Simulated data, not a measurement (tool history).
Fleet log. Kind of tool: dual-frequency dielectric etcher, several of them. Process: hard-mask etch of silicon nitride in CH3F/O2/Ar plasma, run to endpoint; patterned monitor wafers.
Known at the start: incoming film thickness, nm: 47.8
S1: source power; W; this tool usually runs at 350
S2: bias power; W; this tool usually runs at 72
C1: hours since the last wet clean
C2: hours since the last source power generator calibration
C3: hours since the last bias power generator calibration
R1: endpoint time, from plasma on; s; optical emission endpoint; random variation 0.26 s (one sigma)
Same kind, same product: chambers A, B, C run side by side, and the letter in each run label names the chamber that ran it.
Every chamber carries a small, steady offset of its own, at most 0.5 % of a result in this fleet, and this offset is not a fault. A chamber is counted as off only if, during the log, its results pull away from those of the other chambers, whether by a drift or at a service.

run 1C hour=8.5 | S1=350 S2=72 | C1=57.5 C2=3908.6 C3=3205.9 | R1=72.392
run 2A hour=13.9 | S1=350 S2=72 | C1=385.6 C2=544.2 C3=3308 | R1=72.722
run 3B hour=20 | S1=350 S2=72 | C1=52.5 C2=807.1 C3=4290.3 | R1=72.57
-- hour=25.3 chamber B: bias power generator calibrated
-- hour=26.4 chamber A: wet clean of the chamber
run 4B hour=28.4 | S1=350 S2=72 | C1=60.9 C2=815.5 C3=3.1 | R1=72.637
run 5C hour=34.8 | S1=350 S2=72 | C1=83.8 C2=3934.9 C3=3232.2 | R1=72.329
run 6A hour=39.8 | S1=350 S2=72 | C1=13.4 C2=570.1 C3=3333.9 | R1=73.386
run 7C hour=43.7 | S1=350 S2=72 | C1=92.7 C2=3943.8 C3=3241.1 | R1=72.696
run 8A hour=48.5 | S1=350 S2=72 | C1=22.1 C2=578.8 C3=3342.6 | R1=72.388
run 9B hour=54.6 | S1=350 S2=72 | C1=87.1 C2=841.7 C3=29.3 | R1=72.799
run 10B hour=60.9 | S1=350 S2=72 | C1=93.4 C2=848 C3=35.6 | R1=72.265
run 11A hour=68.2 | S1=350 S2=72 | C1=41.8 C2=598.5 C3=3362.3 | R1=73.277
run 12C hour=72.5 | S1=350 S2=72 | C1=121.5 C2=3972.6 C3=3269.9 | R1=72.115
run 13B hour=80.2 | S1=350 S2=72 | C1=112.7 C2=867.3 C3=54.9 | R1=72.614
run 14C hour=85.2 | S1=350 S2=72 | C1=134.2 C2=3985.3 C3=3282.6 | R1=72.542
run 15A hour=90.1 | S1=310 S2=78 | C1=63.7 C2=620.4 C3=3384.2 | R1=74.386
run 16B hour=96.2 | S1=310 S2=78 | C1=128.7 C2=883.3 C3=70.9 | R1=73.869
run 17C hour=100.7 | S1=310 S2=78 | C1=149.7 C2=4000.8 C3=3298.1 | R1=73.774
run 18A hour=106.6 | S1=420 S2=57 | C1=80.2 C2=636.9 C3=3400.7 | R1=73.262
run 19A hour=112.1 | S1=420 S2=57 | C1=85.7 C2=642.4 C3=3406.2 | R1=73.748
-- hour=112.6 chamber C: source power generator calibrated
run 20C hour=119.5 | S1=420 S2=57 | C1=168.5 C2=6.9 C3=3316.9 | R1=73.027
run 21B hour=125.8 | S1=350 S2=72 | C1=158.3 C2=912.9 C3=100.5 | R1=72.439
run 22A hour=131.2 | S1=350 S2=72 | C1=104.8 C2=661.5 C3=3425.3 | R1=72.962
run 23B hour=137.1 | S1=350 S2=72 | C1=169.6 C2=924.2 C3=111.8 | R1=72.716
run 24C hour=144.1 | S1=350 S2=72 | C1=193.1 C2=31.5 C3=3341.5 | R1=72.759
run 25B hour=148.6 | S1=350 S2=72 | C1=181.1 C2=935.7 C3=123.3 | R1=72.476
run 26C hour=155.9 | S1=350 S2=72 | C1=204.9 C2=43.3 C3=3353.3 | R1=72.167

What goes on in this fleet: one chamber off, a drifting gauge, or nothing beyond the chambers' own small offsets? Name the chamber and the cause, if any.

All chambers stay in line apart from their small fixed offsets, and the gauge does not drift.
